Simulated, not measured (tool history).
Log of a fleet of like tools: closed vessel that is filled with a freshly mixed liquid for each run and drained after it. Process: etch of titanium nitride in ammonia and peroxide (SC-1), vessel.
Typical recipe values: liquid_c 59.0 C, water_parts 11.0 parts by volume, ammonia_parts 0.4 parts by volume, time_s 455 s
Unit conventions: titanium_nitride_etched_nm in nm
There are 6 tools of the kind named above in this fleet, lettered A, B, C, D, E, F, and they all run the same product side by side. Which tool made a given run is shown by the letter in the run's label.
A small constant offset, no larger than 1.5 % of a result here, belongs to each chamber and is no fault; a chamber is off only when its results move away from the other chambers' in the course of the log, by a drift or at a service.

run   hour  liquid_c  water_parts  ammonia_parts  time_s  hours since the thermometer was replaced  hours since the ammonia flow meter was replaced  hours since the drum of ammonia solution was connected  read-back film thickness of the titanium nitride reference wafer, read on the same gauge (nm)  titanium_nitride_etched_nm
 1D    5.2      59.0         11.0            0.4     455                                     631.6                                           1309.5                                                    91.4                                                                                         150.00                      52.067
 2C   11.5      59.0         11.0            0.4     455                                    1820.8                                           1061.9                                                    42.6                                                                                         149.96                      51.599
 3E   17.3      59.0         11.0            0.4     455                                     254.8                                            893.8                                                   367.7                                                                                         149.99                      52.090
 4A   24.2      59.0         11.0            0.4     455                                     824.9                                            415.5                                                   210.7                                                                                         149.96                      51.624
 5F   31.3      59.0         11.0            0.4     455                                     736.7                                            733.3                                                   554.4                                                                                         150.04                      51.981
 6B   37.6      59.0         11.0            0.4     455                                     290.7                                            838.9                                                   244.0                                                                                         149.98                      51.674
 7E   42.5      59.0         11.0            0.4     455                                     280.0                                            919.0                                                   392.9                                                                                         150.03                      53.147
 8D   50.1      59.0         11.0            0.4     455                                     676.5                                           1354.4                                                   136.3                                                                                         150.07                      51.429
 9B   53.8      59.0         11.0            0.4     455                                     306.9                                            855.1                                                   260.2                                                                                         149.98                      52.031
10C   60.2      59.0         11.0            0.4     455                                    1869.5                                           1110.6                                                    91.3                                                                                         150.01                      51.190
11A   65.7      59.0         11.0            0.4     455                                     866.4                                            457.0                                                   252.2                                                                                         149.97                      51.701
12F   72.4      59.0         11.0            0.4     455                                     777.8                                            774.4                                                   595.5                                                                                         149.95                      51.659
13A   78.4      59.0         11.0            0.4     455                                     879.1                                            469.7                                                   264.9                                                                                         150.03                      51.386
14C   84.3      59.0         11.0            0.4     455                                    1893.6                                           1134.7                                                   115.4                                                                                         150.01                      51.682
15E   89.2      59.0         11.0            0.4     455                                     326.7                                            965.7                                                   439.6                                                                                         150.05                      52.801
16D   95.1      59.0         11.0            0.4     625                                     721.5                                           1399.4                                                   181.3                                                                                         149.99                      70.987
17B  100.3      59.0         11.0            0.4     625                                     353.4                                            901.6                                                   306.7                                                                                         150.01                      70.701
18F  107.7      59.0         11.0            0.4     625                                     813.1                                            809.7                                                   630.8                                                                                         149.98                      72.403
19C  111.0      59.0         11.0            0.4     625                                    1920.3                                           1161.4                                                   142.1                                                                                         149.97                      69.825
20E  114.9      59.0         11.0            0.4     625                                     352.4                                            991.4                                                   465.3                                                                                         150.01                      71.836
21B  118.7      59.0         11.0            0.4     625                                     371.8                                            920.0                                                   325.1                                                                                         150.01                      72.035
22D  125.9      59.0         11.0            0.4     455                                     752.3                                           1430.2                                                   212.1                                                                                         149.99                      50.814
23F  133.0      59.0         11.0            0.4     455                                     838.4                                            835.0                                                   656.1                                                                                         149.98                      53.857
     134.8  -- chamber F: new drum of ammonia solution connected
24A  139.1      59.0         11.0            0.4     455                                     939.8                                            530.4                                                   325.6                                                                                         149.96                      52.215
25B  145.0      59.0         11.0            0.4     455                                     398.1                                            946.3                                                   351.4                                                                                         150.08                      52.107
26E  149.6      59.0         11.0            0.4     455                                     387.1                                           1026.1                                                   500.0                                                                                         149.99                      51.819
27F  154.4      49.5          6.5            0.4     455                                     859.8                                            856.4                                                    19.7                                                                                         149.98                      37.441
28C  159.4      49.5          6.5            0.4     455                                    1968.7                                           1209.8                                                   190.5                                                                                         150.03                      34.426
     163.9  -- chamber D: new drum of ammonia solution connected
29D  165.9      49.5          6.5            0.4     455                                     792.3                                           1470.2                                                     2.1                                                                                         150.02                      35.781
     167.0  -- chamber A: thermometer replaced
30A  171.3      49.5          6.5            0.4     455                                       4.3                                            562.6                                                   357.8                                                                                         149.97                      35.223
31E  177.3      49.5          6.5            0.4     455                                     414.8                                           1053.8                                                   527.7                                                                                         149.96                      36.111
32F  184.3      49.5          6.5            0.4     455                                     889.7                                            886.3                                                    49.6                                                                                         150.02                      37.758
33A  191.8      52.0         11.0            0.4     455                                      24.8                                            583.1                                                   378.3                                                                                         149.96                      32.644
34C  197.5      52.0         11.0            0.4     455                                    2006.8                                           1247.9                                                   228.6                                                                                         149.99                      32.019
     198.6  -- chamber C: thermometer replaced
35B  201.4      52.0         11.0            0.4     455                                     454.5                                           1002.7                                                   407.8                                                                                         149.96                      32.542
36D  205.5      52.0         11.0            0.4     455                                     831.9                                           1509.8                                                    41.7                                                                                         150.00                      32.009
37A  213.1      52.0         11.0            0.4     455                                      46.1                                            604.4                                                   399.6                                                                                         150.03                      32.198
38E  218.5      52.0         11.0            0.4     455                                     456.0                                           1095.0                                                   568.9                                                                                         150.01                      33.168
39C  225.3      59.0         11.0            0.4     455                                      26.8                                           1275.7                                                   256.4                                                                                         150.00                      51.478

All chambers now run identical settings, listed one chamber a line with results as question marks. What results will each chamber show?
40A  230.8      59.0         11.0            0.4     695                                                                                                                                                                                                                                                                             ?
40B  230.8      59.0         11.0            0.4     695                                                                                                                                                                                                                                                                             ?
40C  230.8      59.0         11.0            0.4     695                                                                                                                                                                                                                                                                             ?
40D  230.8      59.0         11.0            0.4     695                                                                                                                                                                                                                                                                             ?
40E  230.8      59.0         11.0            0.4     695                                                                                                                                                                                                                                                                             ?
40F  230.8      59.0         11.0            0.4     695                                                                                                                                                                                                                                                                             ?

run  titanium_nitride_etched_nm
40A                      80.024
40B                      79.478
40C                      77.960
40D                      78.387
40E                      80.121
40F                      85.802
